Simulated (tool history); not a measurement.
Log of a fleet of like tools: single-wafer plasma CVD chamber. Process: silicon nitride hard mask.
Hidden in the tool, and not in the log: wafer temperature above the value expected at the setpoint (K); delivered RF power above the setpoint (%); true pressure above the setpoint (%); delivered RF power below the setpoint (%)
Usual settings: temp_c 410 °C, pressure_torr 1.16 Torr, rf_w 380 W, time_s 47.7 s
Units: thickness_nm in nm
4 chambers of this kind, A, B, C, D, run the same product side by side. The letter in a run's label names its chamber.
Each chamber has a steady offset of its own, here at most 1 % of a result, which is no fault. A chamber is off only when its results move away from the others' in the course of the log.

run    day  temp_c  pressure_torr  rf_w  time_s  hours since the last thermocouple change  hours since the last RF generator calibration  hours since the last manometer calibration  read-back reference wafer on the same gauge, thickness_nm  thickness_nm
 1A  0.167     410           1.16   380    47.7                                    2001.6                                          378.2                                       952.7                                                     66.596        57.389
 2B  0.383     410           1.16   380    47.7                                    1355.6                                          218.5                                       778.8                                                     66.569        56.994
 3D  0.704     410           1.16   380    47.7                                     978.5                                         1546.4                                      1654.8                                                     66.597        57.942
 4C  0.896     410           1.16   380    47.7                                     706.6                                         1180.7                                      2765.8                                                     66.583        57.703
 5A  1.158     410           1.16   380    47.7                                    2025.4                                          402.0                                       976.5                                                     66.565        57.288
 6D  1.458     424           1.16   380    42.3                                     996.6                                         1564.5                                      1672.9                                                     66.540        51.202
 7B  1.708     424           1.16   380    42.3                                    1387.4                                          250.3                                       810.6                                                     66.556        50.235
 8C  1.908     424           1.16   380    42.3                                     730.9                                         1205.0                                      2790.1                                                     66.512        50.782
 9A  2.275     424           1.16   380    42.3                                    2052.2                                          428.8                                      1003.3                                                     66.502        50.512
10B  2.450     410           1.16   380    47.7                                    1405.2                                          268.1                                       828.4                                                     66.493        57.055
11D  2.825     410           1.16   380    47.7                                    1029.4                                         1597.3                                      1705.7                                                     66.459        57.763
12C  3.204     410           1.16   380    47.7                                     762.0                                         1236.1                                      2821.2                                                     66.447        57.792
13D  3.496     410           1.16   380    47.7                                    1045.5                                         1613.4                                      1721.8                                                     66.486        57.817
14A  3.708     410           1.16   380    47.7                                    2086.6                                          463.2                                      1037.7                                                     66.450        57.136
15B  3.996     410           1.16   380    47.7                                    1442.3                                          305.2                                       865.5                                                     66.452        56.869
16C  4.271     410           1.16   380    47.7                                     787.6                                         1261.7                                      2846.8                                                     66.443        57.615
17A  4.604     398           1.16   380    47.7                                    2108.1                                          484.7                                      1059.2                                                     66.441        57.555
18D  4.888     398           1.16   380    47.7                                    1078.9                                         1646.8                                      1755.2                                                     66.400        58.142
19C  5.271     398           1.16   380    47.7                                     811.6                                         1285.7                                      2870.8                                                     66.402        57.820
20B  5.496     398           1.16   380    47.7                                    1478.3                                          341.2                                       901.5                                                     66.375        57.154
21D  5.854     410           1.03   380    47.7                                    1102.1                                         1670.0                                      1778.4                                                     66.388        55.558
22B  6.038     410           1.03   380    47.7                                    1491.3                                          354.2                                       914.5                                                     66.365        54.622
23C  6.383     410           1.03   380    47.7                                     838.3                                         1312.4                                      2897.5                                                     66.356        55.428
24A  6.675     410           1.03   380    47.7                                    2157.8                                          534.4                                      1108.9                                                     66.317        54.867
25B  6.946     410           1.16   380    47.7                                    1513.1                                          376.0                                       936.3                                                     66.314        56.780
26A  7.304     410           1.16   380    47.7                                    2172.9                                          549.5                                      1124.0                                                     66.296        57.133
27C  7.538     410           1.16   380    47.7                                     866.0                                         1340.1                                      2925.2                                                     66.306        57.633
28D  7.796     410           1.16   380    47.7                                    1148.7                                         1716.6                                      1825.0                                                     66.292        57.779
     7.971  -- chamber C: capacitance manometer re-zeroed and calibrated
29C  8.112     410           1.16   380    47.7                                     879.8                                         1353.9                                         3.5                                                     66.285        57.565
30D  8.417     410           1.16   380    47.7                                    1163.6                                         1731.5                                      1839.9                                                     66.266        57.748
31A  8.800     410           1.16   380    47.7                                    2208.8                                          585.4                                      1159.9                                                     66.276        57.257
32B  8.971     410           1.16   380    47.7                                    1561.7                                          424.6                                       984.9                                                     66.234        56.867

Next, every chamber runs the same settings. What will each give?
33A  9.246     410           1.16   380    47.7                                                                                                                                                                                                             ?
33B  9.246     410           1.16   380    47.7                                                                                                                                                                                                             ?
33C  9.246     410           1.16   380    47.7                                                                                                                                                                                                             ?
33D  9.246     410           1.16   380    47.7                                                                                                                                                                                                             ?

run  thickness_nm
33A        57.076
33B        56.620
33C        57.438
33D        57.683

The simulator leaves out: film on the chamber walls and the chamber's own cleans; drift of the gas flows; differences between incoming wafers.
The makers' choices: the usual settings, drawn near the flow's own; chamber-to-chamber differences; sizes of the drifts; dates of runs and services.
